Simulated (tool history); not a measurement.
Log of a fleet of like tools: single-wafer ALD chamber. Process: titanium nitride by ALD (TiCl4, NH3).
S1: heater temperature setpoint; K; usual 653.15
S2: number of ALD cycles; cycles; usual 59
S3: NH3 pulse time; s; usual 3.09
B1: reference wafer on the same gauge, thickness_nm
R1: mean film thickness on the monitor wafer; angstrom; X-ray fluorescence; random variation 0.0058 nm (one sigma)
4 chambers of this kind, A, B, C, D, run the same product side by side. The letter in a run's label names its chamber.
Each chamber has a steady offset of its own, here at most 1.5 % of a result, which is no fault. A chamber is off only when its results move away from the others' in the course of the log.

Run 1D, day 0.225: usual settings; B1 1.1999. Result: R1 13.130 angstrom.
Run 2C, day 0.454: usual settings; B1 1.1999. Result: R1 13.136 angstrom.
Run 3A, day 0.638: usual settings; B1 1.2005. Result: R1 13.191 angstrom.
Run 4B, day 0.908: usual settings; B1 1.1998. Result: R1 12.991 angstrom.
Run 5A, day 1.262: usual settings but S2 53 cycles; B1 1.2005. Result: R1 11.789 angstrom.
Run 6B, day 1.512: usual settings but S2 53 cycles; B1 1.1990. Result: R1 11.577 angstrom.
Run 7D, day 1.850: usual settings but S2 53 cycles; B1 1.1999. Result: R1 11.604 angstrom.
Run 8C, day 2.021: usual settings but S2 53 cycles; B1 1.2001. Result: R1 11.829 angstrom.
Run 9A, day 2.238: usual settings; B1 1.2009. Result: R1 13.211 angstrom.
Run 10D, day 2.438: usual settings; B1 1.1998. Result: R1 12.996 angstrom.
Run 11C, day 2.692: usual settings; B1 1.2002. Result: R1 13.186 angstrom.
Run 12B, day 2.921: usual settings but S3 3.54 s; B1 1.2010. Result: R1 12.981 angstrom.
Run 13C, day 3.258: usual settings but S3 3.54 s; B1 1.2006. Result: R1 13.325 angstrom.
Run 14B, day 3.538: usual settings but S3 3.54 s; B1 1.1999. Result: R1 12.943 angstrom.
Run 15A, day 3.783: usual settings but S3 3.54 s; B1 1.2008. Result: R1 13.148 angstrom.
Run 16D, day 4.088: usual settings; B1 1.2001. Result: R1 13.040 angstrom.
Run 17B, day 4.350: usual settings; B1 1.2005. Result: R1 12.933 angstrom.
Run 18D, day 4.517: usual settings; B1 1.1995. Result: R1 13.050 angstrom.
Run 19A, day 4.883: usual settings; B1 1.1988. Result: R1 13.127 angstrom.
Run 20C, day 5.117: usual settings; B1 1.2008. Result: R1 13.261 angstrom.
Run 21C, day 5.308: usual settings; B1 1.2010. Result: R1 13.096 angstrom.
Run 22D, day 5.500: usual settings; B1 1.2006. Result: R1 13.057 angstrom.
Run 23A, day 5.858: usual settings; B1 1.2010. Result: R1 13.087 angstrom.
Run 24B, day 6.146: usual settings; B1 1.1997. Result: R1 12.946 angstrom.
Run 25B, day 6.358: usual settings; B1 1.1994. Result: R1 13.081 angstrom.
Run 26C, day 6.608: usual settings; B1 1.1992. Result: R1 13.244 angstrom.
Run 27D, day 6.812: usual settings; B1 1.2002. Result: R1 12.925 angstrom.
Run 28A, day 7.188: usual settings; B1 1.1991. Result: R1 13.101 angstrom.
Run 29D, day 7.525: usual settings; B1 1.1993. Result: R1 12.950 angstrom.
Run 30C, day 7.825: usual settings; B1 1.2005. Result: R1 13.257 angstrom.
Run 31A, day 8.067: usual settings but S1 665.15 K, S3 2.44 s; B1 1.1999. Result: R1 12.985 angstrom.
Run 32B, day 8.354: usual settings but S1 665.15 K, S3 2.44 s; B1 1.2002. Result: R1 12.895 angstrom.
Run 33D, day 8.704: usual settings but S1 665.15 K, S3 2.44 s; B1 1.2004. Result: R1 12.958 angstrom.
Run 34C, day 8.912: usual settings but S1 665.15 K, S3 2.44 s; B1 1.2010. Result: R1 13.172 angstrom.
Run 35A, day 9.196: usual settings; B1 1.2011. Result: R1 13.115 angstrom.
Run 36B, day 9.446: usual settings; B1 1.2000. Result: R1 12.867 angstrom.
Run 37A, day 9.671: usual settings; B1 1.1985. Result: R1 13.178 angstrom.
Run 38B, day 9.942: usual settings; B1 1.1990. Result: R1 12.816 angstrom.
Run 39C, day 10.200: usual settings; B1 1.1993. Result: R1 13.124 angstrom.
Run 40D, day 10.558: usual settings but S1 666.15 K, S3 4.28 s; B1 1.2013. Result: R1 13.230 angstrom.

Is one chamber off against the others, does the gauge drift, or is nothing wrong? If a chamber is off, say which, and what the likeliest cause is.

No chamber stands off beyond its own small offset, and the gauge holds steady.
